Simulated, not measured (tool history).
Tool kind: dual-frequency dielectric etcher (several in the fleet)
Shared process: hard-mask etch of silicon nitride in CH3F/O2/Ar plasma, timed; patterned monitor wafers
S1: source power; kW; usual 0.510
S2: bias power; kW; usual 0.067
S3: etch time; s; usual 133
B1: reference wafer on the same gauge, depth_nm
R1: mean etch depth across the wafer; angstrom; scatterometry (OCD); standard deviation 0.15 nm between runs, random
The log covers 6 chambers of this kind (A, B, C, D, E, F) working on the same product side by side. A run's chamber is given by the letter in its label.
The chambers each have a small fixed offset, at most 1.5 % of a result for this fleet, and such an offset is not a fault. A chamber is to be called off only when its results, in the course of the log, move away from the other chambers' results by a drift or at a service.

{"run": "1C", "day": 0.25, "S1": 0.51, "S2": 0.067, "S3": 133, "B1": 81.606, "R1": 1006.0}
{"run": "2E", "day": 0.438, "S1": 0.51, "S2": 0.067, "S3": 133, "B1": 81.535, "R1": 995.68}
{"run": "3A", "day": 0.592, "S1": 0.51, "S2": 0.067, "S3": 133, "B1": 81.568, "R1": 1004.2}
{"run": "4D", "day": 0.867, "S1": 0.51, "S2": 0.067, "S3": 133, "B1": 81.536, "R1": 999.53}
{"run": "5B", "day": 1.083, "S1": 0.51, "S2": 0.067, "S3": 133, "B1": 81.541, "R1": 1001.7}
{"run": "6F", "day": 1.312, "S1": 0.51, "S2": 0.067, "S3": 133, "B1": 81.532, "R1": 994.36}
{"run": "7F", "day": 1.446, "S1": 0.51, "S2": 0.067, "S3": 133, "B1": 81.539, "R1": 994.91}
{"run": "8A", "day": 1.6, "S1": 0.51, "S2": 0.067, "S3": 133, "B1": 81.54, "R1": 1004.8}
{"run": "9C", "day": 1.821, "S1": 0.51, "S2": 0.067, "S3": 133, "B1": 81.501, "R1": 1007.9}
{"run": "10E", "day": 2.108, "S1": 0.51, "S2": 0.067, "S3": 133, "B1": 81.476, "R1": 994.23}
{"run": "11B", "day": 2.333, "S1": 0.51, "S2": 0.067, "S3": 133, "B1": 81.436, "R1": 1000.4}
{"run": "12D", "day": 2.579, "S1": 0.51, "S2": 0.067, "S3": 133, "B1": 81.455, "R1": 999.75}
{"run": "13D", "day": 2.85, "S1": 0.51, "S2": 0.067, "S3": 133, "B1": 81.42, "R1": 996.31}
{"run": "14A", "day": 3.117, "S1": 0.51, "S2": 0.067, "S3": 133, "B1": 81.405, "R1": 1001.7}
{"run": "15C", "day": 3.362, "S1": 0.51, "S2": 0.067, "S3": 133, "B1": 81.42, "R1": 1006.0}
{"run": "16B", "day": 3.512, "S1": 0.51, "S2": 0.067, "S3": 133, "B1": 81.42, "R1": 1000.4}
{"run": "17F", "day": 3.683, "S1": 0.51, "S2": 0.067, "S3": 133, "B1": 81.357, "R1": 994.32}
{"day": 3.742, "done": "chamber F: wet clean of the chamber"}
{"run": "18E", "day": 3.838, "S1": 0.51, "S2": 0.067, "S3": 133, "B1": 81.38, "R1": 998.31}
{"run": "19D", "day": 3.992, "S1": 0.51, "S2": 0.067, "S3": 133, "B1": 81.359, "R1": 998.1}
{"run": "20F", "day": 4.133, "S1": 0.51, "S2": 0.067, "S3": 133, "B1": 81.389, "R1": 993.44}
{"run": "21E", "day": 4.288, "S1": 0.51, "S2": 0.067, "S3": 133, "B1": 81.328, "R1": 993.23}
{"day": 4.308, "done": "chamber A: wet clean of the chamber"}
{"run": "22A", "day": 4.488, "S1": 0.44, "S2": 0.051, "S3": 133, "B1": 81.289, "R1": 863.7}
{"run": "23C", "day": 4.742, "S1": 0.44, "S2": 0.051, "S3": 133, "B1": 81.322, "R1": 870.02}
{"run": "24B", "day": 4.933, "S1": 0.44, "S2": 0.051, "S3": 133, "B1": 81.331, "R1": 865.34}
{"run": "25B", "day": 5.204, "S1": 0.44, "S2": 0.051, "S3": 133, "B1": 81.28, "R1": 864.84}
{"run": "26E", "day": 5.454, "S1": 0.44, "S2": 0.051, "S3": 133, "B1": 81.287, "R1": 861.26}
{"run": "27D", "day": 5.675, "S1": 0.44, "S2": 0.051, "S3": 133, "B1": 81.273, "R1": 861.05}
{"day": 5.788, "done": "chamber B: wet clean of the chamber"}
{"run": "28F", "day": 5.883, "S1": 0.51, "S2": 0.067, "S3": 133, "B1": 81.247, "R1": 989.19}
{"run": "29C", "day": 6.033, "S1": 0.51, "S2": 0.067, "S3": 133, "B1": 81.261, "R1": 1003.1}
{"run": "30A", "day": 6.254, "S1": 0.51, "S2": 0.057, "S3": 168, "B1": 81.25, "R1": 1200.8}
{"run": "31D", "day": 6.392, "S1": 0.51, "S2": 0.057, "S3": 168, "B1": 81.184, "R1": 1191.0}
{"run": "32B", "day": 6.617, "S1": 0.51, "S2": 0.057, "S3": 168, "B1": 81.198, "R1": 1200.4}
{"run": "33A", "day": 6.9, "S1": 0.51, "S2": 0.057, "S3": 168, "B1": 81.19, "R1": 1197.1}
{"run": "34F", "day": 7.067, "S1": 0.51, "S2": 0.057, "S3": 168, "B1": 81.174, "R1": 1187.4}
{"run": "35E", "day": 7.362, "S1": 0.51, "S2": 0.057, "S3": 168, "B1": 81.162, "R1": 1188.4}
{"run": "36C", "day": 7.525, "S1": 0.51, "S2": 0.067, "S3": 133, "B1": 81.157, "R1": 1000.7}
{"run": "37A", "day": 7.654, "S1": 0.51, "S2": 0.067, "S3": 133, "B1": 81.158, "R1": 1001.9}
{"run": "38E", "day": 7.825, "S1": 0.51, "S2": 0.067, "S3": 133, "B1": 81.176, "R1": 992.36}
{"run": "39C", "day": 8.012, "S1": 0.51, "S2": 0.067, "S3": 133, "B1": 81.117, "R1": 1003.0}
{"run": "40B", "day": 8.192, "S1": 0.51, "S2": 0.067, "S3": 133, "B1": 81.134, "R1": 999.63}
{"run": "41F", "day": 8.354, "S1": 0.51, "S2": 0.067, "S3": 133, "B1": 81.091, "R1": 986.77}
{"run": "42D", "day": 8.542, "S1": 0.51, "S2": 0.067, "S3": 133, "B1": 81.134, "R1": 994.42}

Has any chamber moved away from the others, gradually or after a service, or does the common gauge drift, or do the chambers differ only by their own small steady offsets? State the chamber and the most likely cause if one applies.

It is the gauge, not a chamber: its drift shows up in every chamber's results at once, and no chamber is off.
What lies behind it: gauge reads low (%) = 0.636.

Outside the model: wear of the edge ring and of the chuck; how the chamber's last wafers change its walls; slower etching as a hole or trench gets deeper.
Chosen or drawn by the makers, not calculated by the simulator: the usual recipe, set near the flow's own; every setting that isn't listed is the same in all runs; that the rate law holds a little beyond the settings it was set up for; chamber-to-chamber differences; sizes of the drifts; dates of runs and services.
